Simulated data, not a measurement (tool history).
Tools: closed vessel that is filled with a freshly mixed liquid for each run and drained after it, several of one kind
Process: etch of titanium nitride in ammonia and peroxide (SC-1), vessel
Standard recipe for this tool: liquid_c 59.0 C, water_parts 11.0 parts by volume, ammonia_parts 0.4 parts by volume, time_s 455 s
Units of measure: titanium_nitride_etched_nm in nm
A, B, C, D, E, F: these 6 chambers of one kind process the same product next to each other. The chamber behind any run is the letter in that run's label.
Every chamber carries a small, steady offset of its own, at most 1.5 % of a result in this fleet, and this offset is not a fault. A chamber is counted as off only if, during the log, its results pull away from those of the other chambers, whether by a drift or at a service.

run,hour,liquid_c,water_parts,ammonia_parts,time_s,"read-back film thickness of the titanium nitride reference wafer, read on the same gauge (nm)",titanium_nitride_etched_nm
1D,5.2,59.0,11.0,0.4,455,150.00,52.067
2C,11.5,59.0,11.0,0.4,455,149.96,51.599
3E,17.3,59.0,11.0,0.4,455,149.99,52.090
4A,24.2,59.0,11.0,0.4,455,149.96,51.624
5F,31.3,59.0,11.0,0.4,455,150.04,51.981
6B,37.6,59.0,11.0,0.4,455,149.98,51.674
7E,42.5,59.0,11.0,0.4,455,150.03,53.147
8D,50.1,59.0,11.0,0.4,455,150.07,51.429
9B,53.8,59.0,11.0,0.4,455,149.98,52.031
10C,60.2,59.0,11.0,0.4,455,150.01,51.190
11A,65.7,59.0,11.0,0.4,455,149.97,51.701
12F,72.4,59.0,11.0,0.4,455,149.95,51.659
13A,78.4,59.0,11.0,0.4,455,150.03,51.386
14C,84.3,59.0,11.0,0.4,455,150.01,51.682
15E,89.2,59.0,11.0,0.4,455,150.05,52.801
16D,95.1,59.0,11.0,0.4,625,149.99,70.987
17B,100.3,59.0,11.0,0.4,625,150.01,70.701
18F,107.7,59.0,11.0,0.4,625,149.98,72.403
19C,111.0,59.0,11.0,0.4,625,149.97,69.825
20E,114.9,59.0,11.0,0.4,625,150.01,71.836
21B,118.7,59.0,11.0,0.4,625,150.01,72.035
22D,125.9,59.0,11.0,0.4,455,149.99,50.814
23F,133.0,59.0,11.0,0.4,455,149.98,53.857
# hour 134.8: chamber F: new drum of ammonia solution connected
24A,139.1,59.0,11.0,0.4,455,149.96,52.215
25B,145.0,59.0,11.0,0.4,455,150.08,52.107
26E,149.6,59.0,11.0,0.4,455,149.99,51.819
27F,154.4,49.5,6.5,0.4,455,149.98,37.441
28C,159.4,49.5,6.5,0.4,455,150.03,34.426
# hour 163.9: chamber D: new drum of ammonia solution connected
29D,165.9,49.5,6.5,0.4,455,150.02,35.781
# hour 167.0: chamber A: thermometer replaced
30A,171.3,49.5,6.5,0.4,455,149.97,35.223
31E,177.3,49.5,6.5,0.4,455,149.96,36.111
32F,184.3,49.5,6.5,0.4,455,150.02,37.758
33A,191.8,52.0,11.0,0.4,455,149.96,32.644
34C,197.5,52.0,11.0,0.4,455,149.99,32.019
# hour 198.6: chamber C: thermometer replaced
35B,201.4,52.0,11.0,0.4,455,149.96,32.542
36D,205.5,52.0,11.0,0.4,455,150.00,32.009
37A,213.1,52.0,11.0,0.4,455,150.03,32.198
38E,218.5,52.0,11.0,0.4,455,150.01,33.168
39C,225.3,59.0,11.0,0.4,455,150.00,51.478

What goes on in this fleet: one chamber off, a drifting gauge, or nothing beyond the chambers' own small offsets? Name the chamber and the cause, if any.

Little by little, chamber F moves away from the other chambers.
What lies behind it: liquid hotter than its thermometer reads (K) = 1.32.

Here are 4 candidates for chamber F's next run, each the usual settings with a change, their results left as question marks. Which one brings its results back in line with what the others give on the usual settings?
Counts as in line when no further than this from what the other chambers average on the usual settings: titanium_nitride_etched_nm 1.600 nm
40F-1,230.8,59.0,15.5,0.4,455,,?
40F-2,230.8,60.0,10.5,0.4,455,,?
40F-3,230.8,59.0,10.5,0.4,530,,?
40F-4,230.8,58.5,11.0,0.4,435,,?

Usual-settings mean across the other chambers: titanium_nitride_etched_nm 51.901 nm
run,titanium_nitride_etched_nm
40F-1,46.958
40F-2,61.945
40F-3,67.599
40F-4,52.341
40F-4 is the one that brings the chamber's results back in line with the other chambers.

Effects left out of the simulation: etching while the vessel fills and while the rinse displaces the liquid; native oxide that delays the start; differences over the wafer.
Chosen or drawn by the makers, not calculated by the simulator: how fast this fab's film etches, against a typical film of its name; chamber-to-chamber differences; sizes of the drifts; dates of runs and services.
